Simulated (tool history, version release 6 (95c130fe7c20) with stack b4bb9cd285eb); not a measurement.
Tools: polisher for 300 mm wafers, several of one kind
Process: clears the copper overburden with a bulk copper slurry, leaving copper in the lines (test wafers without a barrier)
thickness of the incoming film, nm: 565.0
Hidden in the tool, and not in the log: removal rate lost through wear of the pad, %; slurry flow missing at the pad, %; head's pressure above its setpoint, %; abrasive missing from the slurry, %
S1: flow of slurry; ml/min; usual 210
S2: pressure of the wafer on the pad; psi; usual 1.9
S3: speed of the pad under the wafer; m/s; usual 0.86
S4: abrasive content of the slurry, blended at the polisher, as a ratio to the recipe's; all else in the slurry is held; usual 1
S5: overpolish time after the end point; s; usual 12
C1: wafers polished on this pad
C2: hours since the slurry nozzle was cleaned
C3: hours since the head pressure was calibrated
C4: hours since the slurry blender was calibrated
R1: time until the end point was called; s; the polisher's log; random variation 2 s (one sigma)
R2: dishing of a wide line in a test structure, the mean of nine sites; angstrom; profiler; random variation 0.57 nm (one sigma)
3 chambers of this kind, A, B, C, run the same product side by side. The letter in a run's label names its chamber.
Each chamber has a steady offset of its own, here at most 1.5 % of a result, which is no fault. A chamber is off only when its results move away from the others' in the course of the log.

run 1A day=0.35 | S1=210 S2=1.9 S3=0.86 S4=1 S5=12 | C1=1212 C2=84.4 C3=248.5 C4=204.4 | R1=106.9 R2=410.39
run 2B day=0.538 | S1=210 S2=1.9 S3=0.86 S4=1 S5=12 | C1=598 C2=618.6 C3=14.2 C4=96.6 | R1=106.92 R2=414.52
-- day=0.546 chamber A: worn pad replaced by a new one
-- day=0.675 chamber B: slurry nozzle cleaned
-- day=0.846 chamber C: worn pad replaced by a new one
run 3C day=0.846 | S1=210 S2=1.9 S3=0.86 S4=1 S5=12 | C1=0 C2=73.1 C3=931.1 C4=147.5 | R1=106.01 R2=431.4
run 4B day=1.033 | S1=210 S2=1.9 S3=0.86 S4=1 S5=12 | C1=677 C2=8.7 C3=26.1 C4=108.5 | R1=103.35 R2=415.57
-- day=1.096 chamber C: slurry blender recalibrated
run 5A day=1.246 | S1=210 S2=1.9 S3=0.86 S4=1 S5=12 | C1=112 C2=105.9 C3=270 C4=225.9 | R1=104.59 R2=411.09
run 6C day=1.592 | S1=210 S2=1.9 S3=0.86 S4=1 S5=12 | C1=119 C2=91 C3=949 C4=11.9 | R1=106.89 R2=419.3
run 7B day=1.775 | S1=210 S2=1.9 S3=0.86 S4=1 S5=12 | C1=796 C2=26.5 C3=43.9 C4=126.3 | R1=102.8 R2=409.53
run 8C day=2.021 | S1=210 S2=1.9 S3=0.86 S4=1 S5=12 | C1=188 C2=101.3 C3=959.3 C4=22.2 | R1=104.28 R2=416.23
run 9A day=2.342 | S1=210 S2=1.9 S3=0.86 S4=1 S5=12 | C1=287 C2=132.2 C3=296.3 C4=252.2 | R1=103.33 R2=421.1
run 10C day=2.625 | S1=210 S2=2.5 S3=0.86 S4=1 S5=17 | C1=285 C2=115.8 C3=973.8 C4=36.7 | R1=81.221 R2=693.79
run 11A day=2.854 | S1=210 S2=2.5 S3=0.86 S4=1 S5=17 | C1=369 C2=144.5 C3=308.6 C4=264.5 | R1=77.612 R2=662.71
run 12B day=3.117 | S1=210 S2=2.5 S3=0.86 S4=1 S5=17 | C1=1010 C2=58.7 C3=76.1 C4=158.5 | R1=84.211 R2=663.91
run 13B day=3.433 | S1=210 S2=1.9 S3=0.86 S4=1 S5=12 | C1=1061 C2=66.3 C3=83.7 C4=166.1 | R1=107.48 R2=399.28
run 14C day=3.721 | S1=210 S2=1.9 S3=0.62 S4=1 S5=9 | C1=460 C2=142.1 C3=1000.1 C4=63 | R1=139.5 R2=257.5
run 15A day=3.917 | S1=210 S2=1.9 S3=0.62 S4=1 S5=9 | C1=539 C2=170 C3=334.1 C4=290 | R1=144.29 R2=249.29
-- day=4.225 chamber A: head pressure recalibrated
run 16B day=4.238 | S1=210 S2=1.9 S3=0.62 S4=1 S5=9 | C1=1189 C2=85.6 C3=103 C4=185.4 | R1=153.96 R2=234.25
run 17C day=4.562 | S1=210 S2=1.9 S3=0.86 S4=1 S5=12 | C1=594 C2=162.3 C3=1020.3 C4=83.2 | R1=101.86 R2=415.98
run 18A day=4.875 | S1=210 S2=1.9 S3=0.86 S4=1 S5=12 | C1=692 C2=193 C3=15.6 C4=313 | R1=105.26 R2=423.68
run 19A day=5.088 | S1=210 S2=1.9 S3=0.86 S4=1 S5=12 | C1=726 C2=198.1 C3=20.7 C4=318.1 | R1=102.5 R2=420.27
run 20C day=5.425 | S1=210 S2=1.9 S3=0.86 S4=1 S5=12 | C1=732 C2=183 C3=1041 C4=103.9 | R1=108.68 R2=427.52
run 21B day=5.658 | S1=210 S2=1.9 S3=0.86 S4=1 S5=12 | C1=1417 C2=119.7 C3=137.1 C4=219.5 | R1=111.46 R2=389.73
run 22B day=5.867 | S1=210 S2=1.9 S3=0.86 S4=1 S5=12 | C1=1450 C2=124.7 C3=142.1 C4=224.5 | R1=112.9 R2=391.56
run 23A day=6.125 | S1=210 S2=1.9 S3=0.86 S4=1 S5=12 | C1=892 C2=223 C3=45.6 C4=343 | R1=100.67 R2=409.52
-- day=6.133 chamber C: worn pad replaced by a new one
run 24C day=6.475 | S1=210 S2=1.9 S3=0.86 S4=1 S5=12 | C1=54 C2=208.2 C3=1066.2 C4=129.1 | R1=104.29 R2=419.92
run 25A day=6.729 | S1=210 S2=1.9 S3=0.86 S4=1 S5=12 | C1=989 C2=237.5 C3=60.1 C4=357.5 | R1=103.09 R2=411.04

Is one chamber off against the others, does the gauge drift, or is nothing wrong? If a chamber is off, say which, and what the likeliest cause is.

Chamber B drifts away from the others.
Cause: removal rate lost through wear of the pad, % = 9.84.
The log may not tell that from: slurry flow missing at the pad, %; head's pressure below its setpoint, %; abrasive missing from the slurry, %.

Here are 4 candidates for chamber B's next run, each the usual settings with a change, their results left as question marks. Which one brings its results back in line with what the others give on the usual settings?
In line means no further than this from the other chambers' mean on the usual settings: R1 7 s; R2 20 angstrom
run 26B-1 day=6.979 | S1=215 S2=2.1 S3=0.96 S4=1 S5=12 | R1=? R2=?
run 26B-2 day=6.979 | S1=210 S2=1.8 S3=0.82 S4=1 S5=12 | R1=? R2=?
run 26B-3 day=6.979 | S1=210 S2=2 S3=0.9 S4=1 S5=12 | R1=? R2=?
run 26B-4 day=6.979 | S1=205 S2=1.7 S3=0.76 S4=1 S5=12 | R1=? R2=?

The other chambers' mean on the usual settings: R1 104.5 s; R2 420.36 angstrom
run=26B-1 R1=96.039 R2=458.71
run=26B-2 R1=131.94 R2=350.43
run=26B-3 R1=107.99 R2=416.14
run=26B-4 R1=151.42 R2=310.96
26B-3 brings the chamber back in line.
